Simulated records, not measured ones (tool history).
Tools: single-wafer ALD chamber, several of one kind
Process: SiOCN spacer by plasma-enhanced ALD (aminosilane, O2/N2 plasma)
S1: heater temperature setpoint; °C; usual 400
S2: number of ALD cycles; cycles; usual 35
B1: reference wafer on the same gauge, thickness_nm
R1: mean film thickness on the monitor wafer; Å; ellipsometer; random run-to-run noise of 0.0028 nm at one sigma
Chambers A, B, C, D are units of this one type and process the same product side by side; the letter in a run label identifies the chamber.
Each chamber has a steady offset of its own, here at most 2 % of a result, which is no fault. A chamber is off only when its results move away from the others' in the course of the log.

{"run": "1D", "hour": 2.8, "S1": 400, "S2": 35, "B1": 1.8503, "R1": 20.819}
{"run": "2C", "hour": 6.0, "S1": 400, "S2": 35, "B1": 1.8494, "R1": 21.166}
{"run": "3B", "hour": 11.3, "S1": 400, "S2": 35, "B1": 1.8486, "R1": 21.013}
{"run": "4A", "hour": 15.6, "S1": 400, "S2": 35, "B1": 1.8492, "R1": 21.164}
{"run": "5C", "hour": 18.5, "S1": 400, "S2": 35, "B1": 1.8491, "R1": 21.175}
{"run": "6D", "hour": 23.5, "S1": 400, "S2": 35, "B1": 1.849, "R1": 20.712}
{"run": "7A", "hour": 28.9, "S1": 413, "S2": 39, "B1": 1.8483, "R1": 22.6}
{"run": "8B", "hour": 32.1, "S1": 413, "S2": 39, "B1": 1.8481, "R1": 22.439}
{"run": "9D", "hour": 35.4, "S1": 413, "S2": 39, "B1": 1.8475, "R1": 22.231}
{"run": "10B", "hour": 38.8, "S1": 413, "S2": 39, "B1": 1.8484, "R1": 22.473}
{"run": "11C", "hour": 43.3, "S1": 406, "S2": 30, "B1": 1.8483, "R1": 17.823}
{"run": "12A", "hour": 46.5, "S1": 406, "S2": 30, "B1": 1.8467, "R1": 17.778}
{"run": "13C", "hour": 49.6, "S1": 406, "S2": 30, "B1": 1.8465, "R1": 17.823}
{"run": "14D", "hour": 54.7, "S1": 406, "S2": 30, "B1": 1.8468, "R1": 17.449}
{"run": "15A", "hour": 60.6, "S1": 400, "S2": 35, "B1": 1.8456, "R1": 21.144}
{"run": "16B", "hour": 65.4, "S1": 400, "S2": 35, "B1": 1.8467, "R1": 20.964}
{"run": "17C", "hour": 70.8, "S1": 411, "S2": 37, "B1": 1.8463, "R1": 21.616}
{"run": "18B", "hour": 75.8, "S1": 411, "S2": 37, "B1": 1.8463, "R1": 21.42}
{"run": "19A", "hour": 80.8, "S1": 411, "S2": 37, "B1": 1.8455, "R1": 21.571}
{"run": "20D", "hour": 84.7, "S1": 411, "S2": 37, "B1": 1.8452, "R1": 21.182}
{"run": "21A", "hour": 89.8, "S1": 400, "S2": 35, "B1": 1.8455, "R1": 21.1}
{"run": "22C", "hour": 92.6, "S1": 400, "S2": 35, "B1": 1.845, "R1": 21.086}
{"run": "23B", "hour": 97.7, "S1": 400, "S2": 35, "B1": 1.8449, "R1": 21.007}
{"run": "24D", "hour": 101.5, "S1": 400, "S2": 35, "B1": 1.844, "R1": 20.69}
{"run": "25B", "hour": 105.8, "S1": 400, "S2": 35, "B1": 1.8443, "R1": 20.973}
{"run": "26A", "hour": 111.1, "S1": 400, "S2": 35, "B1": 1.8438, "R1": 21.06}
{"run": "27D", "hour": 114.3, "S1": 400, "S2": 35, "B1": 1.8435, "R1": 20.725}
{"run": "28C", "hour": 117.0, "S1": 400, "S2": 38, "B1": 1.8439, "R1": 22.941}
{"run": "29C", "hour": 122.5, "S1": 400, "S2": 38, "B1": 1.8437, "R1": 22.925}
{"run": "30D", "hour": 126.8, "S1": 400, "S2": 38, "B1": 1.8436, "R1": 22.551}
{"run": "31B", "hour": 129.5, "S1": 400, "S2": 38, "B1": 1.8432, "R1": 22.733}
{"run": "32A", "hour": 133.2, "S1": 400, "S2": 35, "B1": 1.8432, "R1": 21.047}
{"run": "33C", "hour": 136.4, "S1": 400, "S2": 35, "B1": 1.8429, "R1": 21.043}
{"run": "34B", "hour": 140.2, "S1": 400, "S2": 35, "B1": 1.8424, "R1": 20.93}
{"run": "35D", "hour": 144.9, "S1": 400, "S2": 35, "B1": 1.8418, "R1": 20.703}
{"run": "36A", "hour": 147.6, "S1": 400, "S2": 35, "B1": 1.8425, "R1": 21.043}
{"run": "37C", "hour": 151.6, "S1": 400, "S2": 35, "B1": 1.8418, "R1": 21.057}
{"run": "38D", "hour": 157.3, "S1": 400, "S2": 35, "B1": 1.8419, "R1": 20.676}
{"run": "39B", "hour": 161.2, "S1": 400, "S2": 35, "B1": 1.8407, "R1": 20.947}
{"run": "40A", "hour": 165.9, "S1": 400, "S2": 35, "B1": 1.841, "R1": 21.099}
{"run": "41B", "hour": 171.3, "S1": 400, "S2": 35, "B1": 1.8404, "R1": 20.886}
{"run": "42D", "hour": 175.6, "S1": 400, "S2": 39, "B1": 1.8407, "R1": 23.011}
{"run": "43A", "hour": 180.5, "S1": 400, "S2": 39, "B1": 1.8397, "R1": 23.438}

Predict what each chamber gives when all 4 of them run the settings below next.
{"run": "44A", "hour": 184.7, "S1": 400, "S2": 35, "R1": "?"}
{"run": "44B", "hour": 184.7, "S1": 400, "S2": 35, "R1": "?"}
{"run": "44C", "hour": 184.7, "S1": 400, "S2": 35, "R1": "?"}
{"run": "44D", "hour": 184.7, "S1": 400, "S2": 35, "R1": "?"}

run=44A R1=21.056
run=44B R1=20.913
run=44C R1=21.062
run=44D R1=20.677

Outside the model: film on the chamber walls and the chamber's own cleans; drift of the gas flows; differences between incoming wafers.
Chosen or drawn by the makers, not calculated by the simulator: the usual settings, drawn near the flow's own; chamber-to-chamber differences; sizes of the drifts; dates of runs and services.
